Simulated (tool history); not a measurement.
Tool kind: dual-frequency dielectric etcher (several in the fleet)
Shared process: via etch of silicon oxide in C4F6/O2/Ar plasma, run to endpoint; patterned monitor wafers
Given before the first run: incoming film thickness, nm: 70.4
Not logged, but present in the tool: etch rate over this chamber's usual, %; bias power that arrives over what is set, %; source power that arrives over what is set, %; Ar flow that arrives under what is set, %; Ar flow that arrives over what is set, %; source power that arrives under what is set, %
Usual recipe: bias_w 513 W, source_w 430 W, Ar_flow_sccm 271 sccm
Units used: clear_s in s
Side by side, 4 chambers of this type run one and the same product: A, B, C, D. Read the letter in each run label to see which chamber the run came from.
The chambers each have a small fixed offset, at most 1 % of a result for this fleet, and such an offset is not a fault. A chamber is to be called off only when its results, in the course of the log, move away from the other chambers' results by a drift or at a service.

| run | day | bias_w | source_w | Ar_flow_sccm | hours since the last wet clean | hours since the last bias power generator calibration | hours since the last source power generator calibration | hours since the last Ar flow controller change | clear_s |
|---|---|---|---|---|---|---|---|---|---|
| 1D | 0.517 | 513 | 430 | 271 | 304.8 | 1242.8 | 1181.3 | 1337.1 | 14.783 |
| 2C | 0.896 | 513 | 430 | 271 | 87 | 1337.9 | 2647.4 | 3882.5 | 14.797 |
| 3B | 1.154 | 513 | 430 | 271 | 388.5 | 2191.4 | 4424.3 | 1638.5 | 14.721 |
| 4A | 1.421 | 513 | 430 | 271 | 126.5 | 306.7 | 1907.9 | 3230.6 | 14.834 |
| 5A | 1.767 | 513 | 430 | 271 | 134.8 | 315 | 1916.2 | 3238.9 | 14.912 |
| 6D | 2.108 | 513 | 430 | 271 | 343 | 1281 | 1219.5 | 1375.3 | 14.873 |
| 7C | 2.7 | 513 | 430 | 271 | 130.3 | 1381.2 | 2690.7 | 3925.8 | 14.765 |
| 8B | 3.054 | 513 | 430 | 271 | 434.1 | 2237 | 4469.9 | 1684.1 | 14.661 |
|  | 3.1 | chamber B: wet clean of the chamber |
| 9B | 3.404 | 513 | 430 | 225 | 7.4 | 2245.4 | 4478.3 | 1692.5 | 14.411 |
| 10C | 3.721 | 513 | 430 | 225 | 154.8 | 1405.7 | 2715.2 | 3950.3 | 14.343 |
| 11D | 4.154 | 513 | 430 | 225 | 392.1 | 1330.1 | 1268.6 | 1424.4 | 14.485 |
| 12A | 4.421 | 513 | 430 | 225 | 198.5 | 378.7 | 1979.9 | 3302.6 | 14.666 |
| 13B | 4.725 | 513 | 430 | 239 | 39.1 | 2277.1 | 4510 | 1724.2 | 14.55 |
| 14A | 5.125 | 513 | 430 | 239 | 215.4 | 395.6 | 1996.8 | 3319.5 | 14.708 |
| 15C | 5.596 | 513 | 430 | 239 | 199.8 | 1450.7 | 2760.2 | 3995.3 | 14.4 |
| 16D | 5.938 | 513 | 430 | 239 | 434.9 | 1372.9 | 1311.4 | 1467.2 | 14.694 |
| 17B | 6.204 | 513 | 430 | 271 | 74.6 | 2312.6 | 4545.5 | 1759.7 | 14.717 |
| 18D | 6.571 | 513 | 430 | 271 | 450.1 | 1388.1 | 1326.6 | 1482.4 | 14.793 |
| 19C | 7.075 | 513 | 430 | 271 | 235.3 | 1486.2 | 2795.7 | 4030.8 | 14.571 |
| 20A | 7.562 | 513 | 430 | 271 | 273.9 | 454.1 | 2055.3 | 3378 | 14.89 |
|  | 7.758 | chamber D: wet clean of the chamber |
| 21D | 7.912 | 513 | 430 | 271 | 3.8 | 1420.3 | 1358.8 | 1514.6 | 14.873 |
| 22A | 8.317 | 513 | 510 | 271 | 292 | 472.2 | 2073.4 | 3396.1 | 13.98 |
| 23C | 8.717 | 513 | 510 | 271 | 274.7 | 1525.6 | 2835.1 | 4070.2 | 13.59 |
| 24B | 9.012 | 513 | 510 | 271 | 142 | 2380 | 4612.9 | 1827.1 | 13.859 |
| 25A | 9.554 | 513 | 510 | 271 | 321.7 | 501.9 | 2103.1 | 3425.8 | 13.928 |
| 26D | 10.104 | 513 | 430 | 271 | 56.4 | 1472.9 | 1411.4 | 1567.2 | 14.898 |
| 27B | 10.521 | 513 | 430 | 271 | 178.2 | 2416.2 | 4649.1 | 1863.3 | 14.723 |

Is one chamber out of step, is the gauge drifting, or do the chambers differ by no more than their own small offsets? For an off chamber, give its letter and the likeliest cause.

Little by little, chamber C moves away from the other chambers.
Cause: etch rate over this chamber's usual, % = 3.12.

Below are 4 candidate recipes for chamber C's next run, each the usual settings with a change, their results shown as question marks. Which of them brings C's results back in line with what the other chambers give on the usual settings?
A result is in line if it is within this distance of the other chambers' mean on the usual settings: clear_s 0.17 s
| 28C-1 | 10.95 | 494 | 410 | 274 |  |  |  |  | ? |
| 28C-2 | 10.95 | 555 | 470 | 264 |  |  |  |  | ? |
| 28C-3 | 10.95 | 473 | 400 | 277 |  |  |  |  | ? |
| 28C-4 | 10.95 | 532 | 450 | 268 |  |  |  |  | ? |

Average result of the remaining chambers running the usual settings: clear_s 14.795 s
| run | clear_s |
|---|---|
| 28C-1 | 14.846 |
| 28C-2 | 13.443 |
| 28C-3 | 15.25 |
| 28C-4 | 13.908 |
28C-1 puts the chamber back in line with the other chambers.

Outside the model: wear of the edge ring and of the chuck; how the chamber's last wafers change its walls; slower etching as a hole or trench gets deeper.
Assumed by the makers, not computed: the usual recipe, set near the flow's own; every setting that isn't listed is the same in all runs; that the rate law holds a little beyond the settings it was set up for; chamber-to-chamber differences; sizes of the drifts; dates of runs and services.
